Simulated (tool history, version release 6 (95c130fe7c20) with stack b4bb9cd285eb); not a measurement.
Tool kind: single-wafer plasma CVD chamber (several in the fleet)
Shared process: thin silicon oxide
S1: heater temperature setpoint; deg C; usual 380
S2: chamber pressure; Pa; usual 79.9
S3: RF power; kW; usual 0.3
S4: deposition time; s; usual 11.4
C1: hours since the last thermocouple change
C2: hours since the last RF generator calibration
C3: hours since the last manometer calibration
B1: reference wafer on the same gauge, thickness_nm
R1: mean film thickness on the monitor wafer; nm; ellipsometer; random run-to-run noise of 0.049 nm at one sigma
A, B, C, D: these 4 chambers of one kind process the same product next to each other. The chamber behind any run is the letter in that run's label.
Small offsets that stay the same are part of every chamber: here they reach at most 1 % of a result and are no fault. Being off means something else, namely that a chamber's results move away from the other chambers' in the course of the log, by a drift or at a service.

{"run": "1A", "hour": 5.2, "S1": 380, "S2": 79.9, "S3": 0.3, "S4": 11.4, "C1": 559.4, "C2": 832.3, "C3": 981.7, "B1": 18.602, "R1": 15.645}
{"run": "2D", "hour": 9.8, "S1": 380, "S2": 79.9, "S3": 0.3, "S4": 11.4, "C1": 1148.2, "C2": 694.5, "C3": 1804.8, "B1": 18.609, "R1": 15.76}
{"run": "3B", "hour": 14.8, "S1": 380, "S2": 79.9, "S3": 0.3, "S4": 11.4, "C1": 16.4, "C2": 507.7, "C3": 1456.2, "B1": 18.59, "R1": 15.714}
{"run": "4C", "hour": 19.9, "S1": 380, "S2": 79.9, "S3": 0.3, "S4": 11.4, "C1": 344.1, "C2": 1675.4, "C3": 605, "B1": 18.603, "R1": 15.752}
{"run": "5C", "hour": 25.3, "S1": 385, "S2": 92.1, "S3": 0.3, "S4": 11.4, "C1": 349.5, "C2": 1680.8, "C3": 610.4, "B1": 18.601, "R1": 18.385}
{"run": "6B", "hour": 29.5, "S1": 385, "S2": 92.1, "S3": 0.3, "S4": 11.4, "C1": 31.1, "C2": 522.4, "C3": 1470.9, "B1": 18.592, "R1": 18.21}
{"run": "7D", "hour": 34.3, "S1": 385, "S2": 92.1, "S3": 0.3, "S4": 11.4, "C1": 1172.7, "C2": 719, "C3": 1829.3, "B1": 18.602, "R1": 18.242}
{"run": "8A", "hour": 38.7, "S1": 385, "S2": 92.1, "S3": 0.3, "S4": 11.4, "C1": 592.9, "C2": 865.8, "C3": 1015.2, "B1": 18.595, "R1": 18.152}
{"run": "9D", "hour": 43.0, "S1": 380, "S2": 79.9, "S3": 0.3, "S4": 11.4, "C1": 1181.4, "C2": 727.7, "C3": 1838, "B1": 18.596, "R1": 15.576}
{"run": "10C", "hour": 46.1, "S1": 380, "S2": 79.9, "S3": 0.3, "S4": 11.4, "C1": 370.3, "C2": 1701.6, "C3": 631.2, "B1": 18.603, "R1": 15.734}
{"run": "11B", "hour": 49.0, "S1": 380, "S2": 79.9, "S3": 0.3, "S4": 11.4, "C1": 50.6, "C2": 541.9, "C3": 1490.4, "B1": 18.603, "R1": 15.664}
{"run": "12A", "hour": 54.2, "S1": 380, "S2": 79.9, "S3": 0.3, "S4": 11.4, "C1": 608.4, "C2": 881.3, "C3": 1030.7, "B1": 18.605, "R1": 15.585}
{"run": "13B", "hour": 58.0, "S1": 380, "S2": 79.9, "S3": 0.3, "S4": 11.4, "C1": 59.6, "C2": 550.9, "C3": 1499.4, "B1": 18.612, "R1": 15.811}
{"run": "14D", "hour": 62.0, "S1": 380, "S2": 79.9, "S3": 0.3, "S4": 11.4, "C1": 1200.4, "C2": 746.7, "C3": 1857, "B1": 18.586, "R1": 15.651}
{"run": "15A", "hour": 65.5, "S1": 380, "S2": 79.9, "S3": 0.3, "S4": 11.4, "C1": 619.7, "C2": 892.6, "C3": 1042, "B1": 18.604, "R1": 15.642}
{"run": "16C", "hour": 69.2, "S1": 380, "S2": 79.9, "S3": 0.3, "S4": 11.4, "C1": 393.4, "C2": 1724.7, "C3": 654.3, "B1": 18.6, "R1": 15.778}
{"run": "17C", "hour": 72.8, "S1": 380, "S2": 87.6, "S3": 0.3, "S4": 9.3, "C1": 397, "C2": 1728.3, "C3": 657.9, "B1": 18.597, "R1": 14.265}
{"run": "18A", "hour": 75.5, "S1": 380, "S2": 87.6, "S3": 0.3, "S4": 9.3, "C1": 629.7, "C2": 902.6, "C3": 1052, "B1": 18.597, "R1": 14.064}
{"run": "19B", "hour": 79.3, "S1": 380, "S2": 87.6, "S3": 0.3, "S4": 9.3, "C1": 80.9, "C2": 572.2, "C3": 1520.7, "B1": 18.596, "R1": 14.207}
{"run": "20D", "hour": 83.7, "S1": 380, "S2": 87.6, "S3": 0.3, "S4": 9.3, "C1": 1222.1, "C2": 768.4, "C3": 1878.7, "B1": 18.603, "R1": 13.964}
{"run": "21A", "hour": 88.0, "S1": 380, "S2": 79.9, "S3": 0.3, "S4": 11.4, "C1": 642.2, "C2": 915.1, "C3": 1064.5, "B1": 18.592, "R1": 15.631}
{"run": "22C", "hour": 91.9, "S1": 380, "S2": 79.9, "S3": 0.3, "S4": 11.4, "C1": 416.1, "C2": 1747.4, "C3": 677, "B1": 18.607, "R1": 15.789}
{"run": "23D", "hour": 95.6, "S1": 380, "S2": 79.9, "S3": 0.3, "S4": 11.4, "C1": 1234, "C2": 780.3, "C3": 1890.6, "B1": 18.607, "R1": 15.524}
{"run": "24B", "hour": 99.7, "S1": 380, "S2": 79.9, "S3": 0.3, "S4": 11.4, "C1": 101.3, "C2": 592.6, "C3": 1541.1, "B1": 18.614, "R1": 15.769}
{"run": "25C", "hour": 103.1, "S1": 380, "S2": 79.9, "S3": 0.3, "S4": 11.4, "C1": 427.3, "C2": 1758.6, "C3": 688.2, "B1": 18.622, "R1": 15.772}
{"run": "26B", "hour": 105.9, "S1": 374, "S2": 79.9, "S3": 0.3, "S4": 11.4, "C1": 107.5, "C2": 598.8, "C3": 1547.3, "B1": 18.612, "R1": 15.753}
{"run": "27A", "hour": 111.0, "S1": 374, "S2": 79.9, "S3": 0.3, "S4": 11.4, "C1": 665.2, "C2": 938.1, "C3": 1087.5, "B1": 18.619, "R1": 15.727}
{"run": "28D", "hour": 116.4, "S1": 374, "S2": 79.9, "S3": 0.3, "S4": 11.4, "C1": 1254.8, "C2": 801.1, "C3": 1911.4, "B1": 18.592, "R1": 15.548}
{"run": "29B", "hour": 120.1, "S1": 374, "S2": 79.9, "S3": 0.3, "S4": 11.4, "C1": 121.7, "C2": 613, "C3": 1561.5, "B1": 18.601, "R1": 15.764}
{"run": "30C", "hour": 125.3, "S1": 380, "S2": 79.9, "S3": 0.3, "S4": 11.4, "C1": 449.5, "C2": 1780.8, "C3": 710.4, "B1": 18.6, "R1": 15.736}
{"run": "31A", "hour": 129.1, "S1": 380, "S2": 79.9, "S3": 0.3, "S4": 11.4, "C1": 683.3, "C2": 956.2, "C3": 1105.6, "B1": 18.601, "R1": 15.557}

Is one chamber out of step, is the gauge drifting, or do the chambers differ by no more than their own small offsets? For an off chamber, give its letter and the likeliest cause.

Little by little, chamber D moves away from the other chambers.
Cause: delivered RF power below the setpoint (%) = 4.93.
The log might look much the same if the cause were instead: true pressure below the setpoint (%).

Chamber D could run next with any of the 4 candidate recipes listed below; each alters the usual settings, and their results appear as question marks. Which one brings its results back in line with what the other chambers deliver on the usual settings?
Counts as in line when no further than this from what the other chambers average on the usual settings: R1 0.17 nm
{"run": "32D-1", "hour": 133.0, "S1": 380, "S2": 79.9, "S3": 0.295, "S4": 11, "R1": "?"}
{"run": "32D-2", "hour": 133.0, "S1": 380, "S2": 79.9, "S3": 0.3, "S4": 11.6, "R1": "?"}
{"run": "32D-3", "hour": 133.0, "S1": 380, "S2": 78.5, "S3": 0.3, "S4": 11.4, "R1": "?"}
{"run": "32D-4", "hour": 133.0, "S1": 380, "S2": 81.6, "S3": 0.3, "S4": 11.6, "R1": "?"}

The mean the other chambers reach with the usual settings: R1 15.7 nm
run=32D-1 R1=14.759
run=32D-2 R1=15.67
run=32D-3 R1=15.127
run=32D-4 R1=16.033
It is 32D-2 that realigns the chamber with its peers.

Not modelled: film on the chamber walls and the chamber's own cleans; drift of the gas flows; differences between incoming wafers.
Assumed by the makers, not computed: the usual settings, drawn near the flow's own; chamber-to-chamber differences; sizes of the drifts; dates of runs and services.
